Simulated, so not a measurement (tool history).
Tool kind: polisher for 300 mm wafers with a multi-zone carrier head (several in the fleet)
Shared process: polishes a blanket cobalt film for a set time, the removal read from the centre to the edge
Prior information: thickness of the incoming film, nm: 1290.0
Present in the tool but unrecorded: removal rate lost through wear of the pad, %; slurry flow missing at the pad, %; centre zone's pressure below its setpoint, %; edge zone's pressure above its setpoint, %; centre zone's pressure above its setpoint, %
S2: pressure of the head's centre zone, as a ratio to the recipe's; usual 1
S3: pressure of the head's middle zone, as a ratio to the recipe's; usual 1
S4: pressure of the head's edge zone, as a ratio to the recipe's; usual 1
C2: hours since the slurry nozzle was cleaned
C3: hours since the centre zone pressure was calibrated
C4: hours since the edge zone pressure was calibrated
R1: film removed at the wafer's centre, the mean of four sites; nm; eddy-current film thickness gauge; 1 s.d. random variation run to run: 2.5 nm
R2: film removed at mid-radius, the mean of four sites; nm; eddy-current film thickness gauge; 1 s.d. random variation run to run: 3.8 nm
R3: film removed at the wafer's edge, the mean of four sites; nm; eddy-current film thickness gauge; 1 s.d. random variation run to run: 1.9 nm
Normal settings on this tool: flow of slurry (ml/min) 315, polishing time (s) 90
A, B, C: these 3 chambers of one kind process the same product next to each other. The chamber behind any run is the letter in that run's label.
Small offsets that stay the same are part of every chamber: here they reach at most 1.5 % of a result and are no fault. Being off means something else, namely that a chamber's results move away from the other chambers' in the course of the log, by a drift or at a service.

{"run": "1A", "day": 0.296, "flow of slurry (ml/min)": 315, "S2": 1, "S3": 1, "S4": 1, "polishing time (s)": 90, "wafers polished on this pad": 479, "C2": 210.4, "C3": 248.2, "C4": 607.8, "R1": 273.01, "R2": 273.73, "R3": 273.82}
{"day": 0.354, "done": "chamber A: edge zone pressure recalibrated"}
{"run": "2B", "day": 0.6, "flow of slurry (ml/min)": 315, "S2": 1, "S3": 1, "S4": 1, "polishing time (s)": 90, "wafers polished on this pad": 306, "C2": 158.4, "C3": 242.3, "C4": 832.6, "R1": 273.79, "R2": 266.21, "R3": 275.46}
{"run": "3C", "day": 0.825, "flow of slurry (ml/min)": 315, "S2": 1, "S3": 1, "S4": 1, "polishing time (s)": 90, "wafers polished on this pad": 593, "C2": 89, "C3": 518.6, "C4": 677.4, "R1": 269.66, "R2": 265.16, "R3": 273.26}
{"run": "4A", "day": 1.05, "flow of slurry (ml/min)": 315, "S2": 1, "S3": 1, "S4": 1, "polishing time (s)": 90, "wafers polished on this pad": 576, "C2": 228.5, "C3": 266.3, "C4": 16.7, "R1": 270.46, "R2": 269.57, "R3": 271.41}
{"run": "5C", "day": 1.342, "flow of slurry (ml/min)": 315, "S2": 1, "S3": 1, "S4": 1, "polishing time (s)": 90, "wafers polished on this pad": 660, "C2": 101.4, "C3": 531, "C4": 689.8, "R1": 267.35, "R2": 271.46, "R3": 268.99}
{"run": "6B", "day": 1.558, "flow of slurry (ml/min)": 315, "S2": 1, "S3": 1, "S4": 1, "polishing time (s)": 90, "wafers polished on this pad": 429, "C2": 181.4, "C3": 265.3, "C4": 855.6, "R1": 274.98, "R2": 273.15, "R3": 271.96}
{"day": 1.658, "done": "chamber C: centre zone pressure recalibrated"}
{"run": "7B", "day": 1.729, "flow of slurry (ml/min)": 315, "S2": 1, "S3": 1, "S4": 1, "polishing time (s)": 90, "wafers polished on this pad": 451, "C2": 185.5, "C3": 269.4, "C4": 859.7, "R1": 274.49, "R2": 268.88, "R3": 273.78}
{"run": "8C", "day": 2.025, "flow of slurry (ml/min)": 315, "S2": 1, "S3": 1, "S4": 1, "polishing time (s)": 90, "wafers polished on this pad": 748, "C2": 117.8, "C3": 8.8, "C4": 706.2, "R1": 269.94, "R2": 266.69, "R3": 272.77}
{"run": "9A", "day": 2.271, "flow of slurry (ml/min)": 315, "S2": 1, "S3": 1, "S4": 1, "polishing time (s)": 90, "wafers polished on this pad": 733, "C2": 257.8, "C3": 295.6, "C4": 46, "R1": 270.2, "R2": 263.69, "R3": 272.15}
{"run": "10C", "day": 2.475, "flow of slurry (ml/min)": 315, "S2": 1, "S3": 0.95, "S4": 1, "polishing time (s)": 69, "wafers polished on this pad": 805, "C2": 128.6, "C3": 19.6, "C4": 717, "R1": 203.08, "R2": 199.5, "R3": 210.15}
{"run": "11A", "day": 2.646, "flow of slurry (ml/min)": 315, "S2": 1, "S3": 0.95, "S4": 1, "polishing time (s)": 69, "wafers polished on this pad": 781, "C2": 266.8, "C3": 304.6, "C4": 55, "R1": 207.24, "R2": 202.19, "R3": 208.63}
{"run": "12B", "day": 2.862, "flow of slurry (ml/min)": 315, "S2": 1, "S3": 0.95, "S4": 1, "polishing time (s)": 69, "wafers polished on this pad": 596, "C2": 212.7, "C3": 296.6, "C4": 886.9, "R1": 207.38, "R2": 202.95, "R3": 209.07}
{"run": "13B", "day": 3.188, "flow of slurry (ml/min)": 315, "S2": 1, "S3": 1, "S4": 1, "polishing time (s)": 90, "wafers polished on this pad": 638, "C2": 220.5, "C3": 304.4, "C4": 894.7, "R1": 269.02, "R2": 267.91, "R3": 272.47}
{"run": "14C", "day": 3.421, "flow of slurry (ml/min)": 315, "S2": 1, "S3": 1, "S4": 1, "polishing time (s)": 90, "wafers polished on this pad": 927, "C2": 151.3, "C3": 42.3, "C4": 739.7, "R1": 269.04, "R2": 265.91, "R3": 275.25}
{"run": "15A", "day": 3.575, "flow of slurry (ml/min)": 315, "S2": 1, "S3": 1, "S4": 1, "polishing time (s)": 90, "wafers polished on this pad": 900, "C2": 289.1, "C3": 326.9, "C4": 77.3, "R1": 267.77, "R2": 275.74, "R3": 272.91}
{"run": "16A", "day": 3.792, "flow of slurry (ml/min)": 315, "S2": 1, "S3": 1, "S4": 1, "polishing time (s)": 90, "wafers polished on this pad": 928, "C2": 294.3, "C3": 332.1, "C4": 82.5, "R1": 263.84, "R2": 275.5, "R3": 271.55}
{"run": "17B", "day": 4.054, "flow of slurry (ml/min)": 315, "S2": 1, "S3": 1, "S4": 1, "polishing time (s)": 90, "wafers polished on this pad": 750, "C2": 241.3, "C3": 325.2, "C4": 915.5, "R1": 270.11, "R2": 271.19, "R3": 274.49}
{"run": "18C", "day": 4.3, "flow of slurry (ml/min)": 315, "S2": 1, "S3": 1, "S4": 1, "polishing time (s)": 90, "wafers polished on this pad": 1040, "C2": 172.4, "C3": 63.4, "C4": 760.8, "R1": 268.45, "R2": 270.75, "R3": 274.64}
{"run": "19A", "day": 4.5, "flow of slurry (ml/min)": 315, "S2": 1, "S3": 1, "S4": 1, "polishing time (s)": 90, "wafers polished on this pad": 1019, "C2": 311.3, "C3": 349.1, "C4": 99.5, "R1": 266.45, "R2": 269.09, "R3": 273.75}
{"day": 4.721, "done": "chamber B: worn pad replaced by a new one"}
{"run": "20B", "day": 4.783, "flow of slurry (ml/min)": 315, "S2": 1, "S3": 1, "S4": 1, "polishing time (s)": 90, "wafers polished on this pad": 8, "C2": 258.8, "C3": 342.7, "C4": 933, "R1": 272.71, "R2": 268.59, "R3": 274.77}
{"day": 5.017, "done": "chamber C: worn pad replaced by a new one"}
{"run": "21C", "day": 5.067, "flow of slurry (ml/min)": 315, "S2": 1, "S3": 1, "S4": 1, "polishing time (s)": 90, "wafers polished on this pad": 6, "C2": 190.8, "C3": 81.8, "C4": 779.2, "R1": 268.38, "R2": 264.09, "R3": 270.45}
{"run": "22B", "day": 5.225, "flow of slurry (ml/min)": 225, "S2": 1, "S3": 1.1, "S4": 1, "polishing time (s)": 90, "wafers polished on this pad": 64, "C2": 269.4, "C3": 353.3, "C4": 943.6, "R1": 259.5, "R2": 282.78, "R3": 263.79}
{"run": "23A", "day": 5.492, "flow of slurry (ml/min)": 225, "S2": 1, "S3": 1.1, "S4": 1, "polishing time (s)": 90, "wafers polished on this pad": 1147, "C2": 335.1, "C3": 372.9, "C4": 123.3, "R1": 245.78, "R2": 288.24, "R3": 265.97}
{"day": 5.575, "done": "chamber A: worn pad replaced by a new one"}
{"run": "24C", "day": 5.842, "flow of slurry (ml/min)": 225, "S2": 1, "S3": 1.1, "S4": 1, "polishing time (s)": 90, "wafers polished on this pad": 106, "C2": 209.4, "C3": 100.4, "C4": 797.8, "R1": 253.66, "R2": 281.53, "R3": 260.96}
{"run": "25B", "day": 6.008, "flow of slurry (ml/min)": 315, "S2": 1, "S3": 1, "S4": 1, "polishing time (s)": 90, "wafers polished on this pad": 165, "C2": 288.2, "C3": 372.1, "C4": 962.4, "R1": 271.33, "R2": 271.64, "R3": 273.09}
{"day": 6.171, "done": "chamber B: edge zone pressure recalibrated"}
{"run": "26A", "day": 6.354, "flow of slurry (ml/min)": 315, "S2": 1, "S3": 1, "S4": 1, "polishing time (s)": 90, "wafers polished on this pad": 100, "C2": 355.8, "C3": 393.6, "C4": 144, "R1": 255.83, "R2": 277.41, "R3": 275.33}
{"run": "27C", "day": 6.646, "flow of slurry (ml/min)": 315, "S2": 1, "S3": 1, "S4": 0.93, "polishing time (s)": 100, "wafers polished on this pad": 209, "C2": 228.7, "C3": 119.7, "C4": 817.1, "R1": 294.89, "R2": 297.33, "R3": 288.59}
{"run": "28A", "day": 6.871, "flow of slurry (ml/min)": 315, "S2": 1, "S3": 1, "S4": 0.93, "polishing time (s)": 100, "wafers polished on this pad": 166, "C2": 368.2, "C3": 406, "C4": 156.4, "R1": 279, "R2": 309.35, "R3": 295.32}
{"run": "29B", "day": 7.221, "flow of slurry (ml/min)": 315, "S2": 1, "S3": 1, "S4": 0.93, "polishing time (s)": 100, "wafers polished on this pad": 321, "C2": 317.3, "C3": 401.2, "C4": 25.2, "R1": 298.2, "R2": 307.95, "R3": 288.45}
{"run": "30C", "day": 7.533, "flow of slurry (ml/min)": 315, "S2": 1, "S3": 1, "S4": 1, "polishing time (s)": 90, "wafers polished on this pad": 323, "C2": 250, "C3": 141, "C4": 838.4, "R1": 272.95, "R2": 272.73, "R3": 272.92}
{"day": 7.75, "done": "chamber A: slurry nozzle cleaned"}
{"run": "31B", "day": 7.771, "flow of slurry (ml/min)": 315, "S2": 1, "S3": 1, "S4": 1, "polishing time (s)": 90, "wafers polished on this pad": 392, "C2": 330.5, "C3": 414.4, "C4": 38.4, "R1": 268.32, "R2": 268.9, "R3": 273.54}
{"run": "32A", "day": 8.075, "flow of slurry (ml/min)": 315, "S2": 1, "S3": 1, "S4": 1.05, "polishing time (s)": 73, "wafers polished on this pad": 321, "C2": 7.8, "C3": 434.9, "C4": 185.3, "R1": 199.63, "R2": 222.04, "R3": 229.31}
{"run": "33C", "day": 8.325, "flow of slurry (ml/min)": 315, "S2": 1, "S3": 1, "S4": 1.05, "polishing time (s)": 73, "wafers polished on this pad": 425, "C2": 269, "C3": 160, "C4": 857.4, "R1": 220.26, "R2": 223.12, "R3": 225.09}
{"run": "34C", "day": 8.579, "flow of slurry (ml/min)": 315, "S2": 1, "S3": 1, "S4": 1.05, "polishing time (s)": 73, "wafers polished on this pad": 458, "C2": 275.1, "C3": 166.1, "C4": 863.5, "R1": 222.09, "R2": 219.97, "R3": 225.45}
{"run": "35B", "day": 8.925, "flow of slurry (ml/min)": 315, "S2": 1, "S3": 1, "S4": 1, "polishing time (s)": 90, "wafers polished on this pad": 540, "C2": 358.2, "C3": 442.1, "C4": 66.1, "R1": 271.22, "R2": 266.53, "R3": 271.5}
{"run": "36A", "day": 9.138, "flow of slurry (ml/min)": 315, "S2": 1, "S3": 1, "S4": 1, "polishing time (s)": 90, "wafers polished on this pad": 458, "C2": 33.3, "C3": 460.4, "C4": 210.8, "R1": 241.71, "R2": 270.23, "R3": 270.95}
{"run": "37A", "day": 9.321, "flow of slurry (ml/min)": 265, "S2": 1, "S3": 1, "S4": 0.89, "polishing time (s)": 90, "wafers polished on this pad": 481, "C2": 37.7, "C3": 464.8, "C4": 215.2, "R1": 236.04, "R2": 272.54, "R3": 252.49}
{"run": "38B", "day": 9.575, "flow of slurry (ml/min)": 265, "S2": 1, "S3": 1, "S4": 0.89, "polishing time (s)": 90, "wafers polished on this pad": 623, "C2": 373.8, "C3": 457.7, "C4": 81.7, "R1": 264.92, "R2": 270.63, "R3": 250.02}
{"run": "39C", "day": 9.871, "flow of slurry (ml/min)": 265, "S2": 1, "S3": 1, "S4": 0.89, "polishing time (s)": 90, "wafers polished on this pad": 624, "C2": 306.1, "C3": 197.1, "C4": 894.5, "R1": 256.73, "R2": 267.07, "R3": 252.1}
{"day": 9.921, "done": "chamber C: edge zone pressure recalibrated"}
{"run": "40B", "day": 10.096, "flow of slurry (ml/min)": 315, "S2": 1, "S3": 1, "S4": 1.1, "polishing time (s)": 90, "wafers polished on this pad": 690, "C2": 386.3, "C3": 470.2, "C4": 94.2, "R1": 270.9, "R2": 264.85, "R3": 283.9}
{"run": "41C", "day": 10.262, "flow of slurry (ml/min)": 315, "S2": 1, "S3": 1, "S4": 1.1, "polishing time (s)": 90, "wafers polished on this pad": 674, "C2": 315.5, "C3": 206.5, "C4": 8.3, "R1": 268.8, "R2": 270.5, "R3": 285.56}

Read the log: is a single chamber off, either drifting away or since a service, is the gauge that measures every chamber drifting, or is nothing wrong beyond small per-chamber offsets? Name any odd chamber and what most likely caused it.

Chamber A drifts away from the others.
What lies behind it: centre zone's pressure below its setpoint, % = 10.5.

Here are 4 candidates for chamber A's next run, each the usual settings with a change, their results left as question marks. Which one brings its results back in line with what the others give on the usual settings?
Allowed miss from the other chambers' usual-settings mean, per result, to count as in line: R1 8.5 nm; R2 13 nm; R3 6.8 nm
{"run": "42A-1", "day": 10.521, "flow of slurry (ml/min)": 320, "S2": 1.1, "S3": 0.98, "S4": 0.97, "polishing time (s)": 91, "R1": "?", "R2": "?", "R3": "?"}
{"run": "42A-2", "day": 10.521, "flow of slurry (ml/min)": 310, "S2": 0.9, "S3": 1.02, "S4": 1.03, "polishing time (s)": 89, "R1": "?", "R2": "?", "R3": "?"}
{"run": "42A-3", "day": 10.521, "flow of slurry (ml/min)": 320, "S2": 1.05, "S3": 0.99, "S4": 0.98, "polishing time (s)": 91, "R1": "?", "R2": "?", "R3": "?"}
{"run": "42A-4", "day": 10.521, "flow of slurry (ml/min)": 310, "S2": 0.95, "S3": 1.01, "S4": 1.02, "polishing time (s)": 89, "R1": "?", "R2": "?", "R3": "?"}

Other chambers, usual settings, mean: R1 269.79 nm; R2 271.2 nm; R3 271.93 nm
run=42A-1 R1=269.26 R2=273.25 R3=271.99
run=42A-2 R1=210.93 R2=276.78 R3=273.63
run=42A-3 R1=256.04 R2=275.9 R3=273.38
run=42A-4 R1=223.83 R2=274.2 R3=272.28
The right change is 42A-1: it brings the chamber back within the allowed miss of the others.
